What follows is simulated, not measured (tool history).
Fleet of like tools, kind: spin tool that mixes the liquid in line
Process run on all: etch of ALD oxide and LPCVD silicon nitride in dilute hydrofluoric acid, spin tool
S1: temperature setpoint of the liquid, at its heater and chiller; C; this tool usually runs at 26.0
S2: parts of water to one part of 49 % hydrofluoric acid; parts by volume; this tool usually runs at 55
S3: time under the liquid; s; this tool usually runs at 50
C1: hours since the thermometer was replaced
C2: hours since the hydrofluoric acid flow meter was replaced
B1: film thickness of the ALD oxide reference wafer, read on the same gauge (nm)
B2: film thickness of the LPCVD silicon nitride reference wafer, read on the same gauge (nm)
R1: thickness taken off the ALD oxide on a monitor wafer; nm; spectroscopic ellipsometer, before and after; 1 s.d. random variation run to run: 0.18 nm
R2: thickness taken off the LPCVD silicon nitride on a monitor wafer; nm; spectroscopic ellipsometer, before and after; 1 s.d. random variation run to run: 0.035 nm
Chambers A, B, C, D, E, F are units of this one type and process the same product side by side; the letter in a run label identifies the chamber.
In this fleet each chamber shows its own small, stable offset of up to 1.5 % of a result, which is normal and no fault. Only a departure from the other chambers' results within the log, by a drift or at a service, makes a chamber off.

run	day	S1	S2	S3	C1	C2	B1	B2	R1	R2
1E	0.321	26.0	55	50	50.5	1333.4	70.005	69.996	21.407	0.42762
2C	0.775	26.0	55	50	1673.3	231.5	69.992	70.041	21.138	0.39503
3B	1.104	26.0	55	50	680.7	617.7	70.017	70.007	21.009	0.45799
4D	1.588	26.0	55	50	1466.8	841.5	70.003	70.002	21.035	0.36243
# day 1.829: chamber F: hydrofluoric acid flow meter replaced
# day 1.867: chamber A: hydrofluoric acid flow meter replaced
5A	2.158	26.0	55	50	516.3	7.1	70.014	70.021	21.557	0.41929
6F	2.521	26.0	55	50	649.4	16.6	70.013	70.028	21.369	0.46185
7C	2.962	26.0	55	50	1725.8	284.0	69.989	70.005	21.423	0.42116
8B	3.404	22.5	55	50	735.9	672.9	70.019	70.011	18.695	0.33688
9A	3.721	22.5	55	50	553.8	44.6	69.971	70.025	18.725	0.35594
10E	3.979	22.5	55	50	138.3	1421.2	70.012	69.984	18.467	0.32445
11D	4.288	22.5	55	50	1531.6	906.3	69.977	70.011	18.141	0.34404
12F	4.738	22.5	55	50	702.6	69.8	70.018	70.004	18.513	0.34110
13B	5.258	22.5	55	50	780.4	717.4	70.005	70.003	18.405	0.32329
14C	5.833	26.0	55	50	1794.7	352.9	70.008	69.995	21.477	0.44599
# day 6.071: chamber D: thermometer replaced
15E	6.192	23.5	70	50	191.4	1474.3	69.992	69.989	14.820	0.31164
16A	6.646	23.5	70	50	624.0	114.8	69.987	70.023	14.941	0.26168
17D	7.083	23.5	70	50	24.4	973.4	69.995	70.027	14.645	0.22118
# day 7.338: chamber A: thermometer replaced
18F	7.362	23.5	70	50	765.6	132.8	69.974	70.006	15.041	0.28154
19F	7.754	23.5	70	50	775.0	142.2	70.008	69.979	15.023	0.24230
20D	8.075	23.5	70	50	48.2	997.2	70.015	69.984	14.712	0.28727
21C	8.417	26.0	55	30	1856.7	414.9	70.023	69.979	12.832	0.25943
22E	8.833	26.0	55	30	254.8	1537.7	70.019	69.998	12.923	0.29959
23A	9.179	26.0	55	30	44.3	175.6	70.015	70.008	13.060	0.28361
24B	9.521	26.0	55	30	882.7	819.7	70.000	69.991	12.847	0.25034
25D	9.862	26.0	55	30	91.1	1040.1	70.002	69.991	12.753	0.27902
26C	10.412	26.0	55	30	1904.6	462.8	69.997	69.971	12.617	0.27815
27F	10.708	26.0	55	50	845.9	213.1	69.995	69.991	21.617	0.48943
28A	11.238	26.0	55	50	93.7	225.0	69.984	70.001	21.491	0.42763
29B	11.546	26.0	55	50	931.3	868.3	70.004	69.991	21.458	0.49127
30E	12.108	26.0	55	50	333.4	1616.3	70.025	70.001	21.526	0.40346
31B	12.379	26.0	55	50	951.3	888.3	69.967	69.993	21.301	0.34122
32D	12.771	26.0	55	50	160.9	1109.9	70.031	70.006	21.261	0.45857
33E	13.050	21.5	55	50	356.0	1638.9	69.998	69.961	17.680	0.34457
34F	13.375	21.5	55	50	909.9	277.1	69.982	70.022	17.808	0.30571
35C	13.671	21.5	55	50	1982.8	541.0	70.019	70.003	17.839	0.31546
36A	14.258	21.5	55	50	166.2	297.5	70.013	70.003	17.767	0.32478
37E	14.638	21.5	55	50	394.1	1677.0	70.006	69.991	18.063	0.31891
38D	15.162	21.5	55	50	218.3	1167.3	69.994	69.991	17.698	0.28829
39F	15.696	26.0	55	50	965.6	332.8	69.999	70.027	21.781	0.39708
40B	16.125	26.0	55	50	1041.2	978.2	70.029	70.022	21.271	0.47177
41A	16.512	26.0	55	50	220.3	351.6	69.980	69.987	21.447	0.45288
42C	16.929	21.5	55	35	2061.0	619.2	69.999	70.012	12.431	0.21325
43F	17.462	21.5	55	35	1008.0	375.2	69.996	69.994	12.440	0.18597
44B	18.050	21.5	55	35	1087.4	1024.4	69.994	70.007	12.424	0.21896

Read the log: is a single chamber off, either drifting away or since a service, is the gauge that measures every chamber drifting, or is nothing wrong beyond small per-chamber offsets? Name any odd chamber and what most likely caused it.

All chambers stay in line apart from their small fixed offsets, and the gauge does not drift.

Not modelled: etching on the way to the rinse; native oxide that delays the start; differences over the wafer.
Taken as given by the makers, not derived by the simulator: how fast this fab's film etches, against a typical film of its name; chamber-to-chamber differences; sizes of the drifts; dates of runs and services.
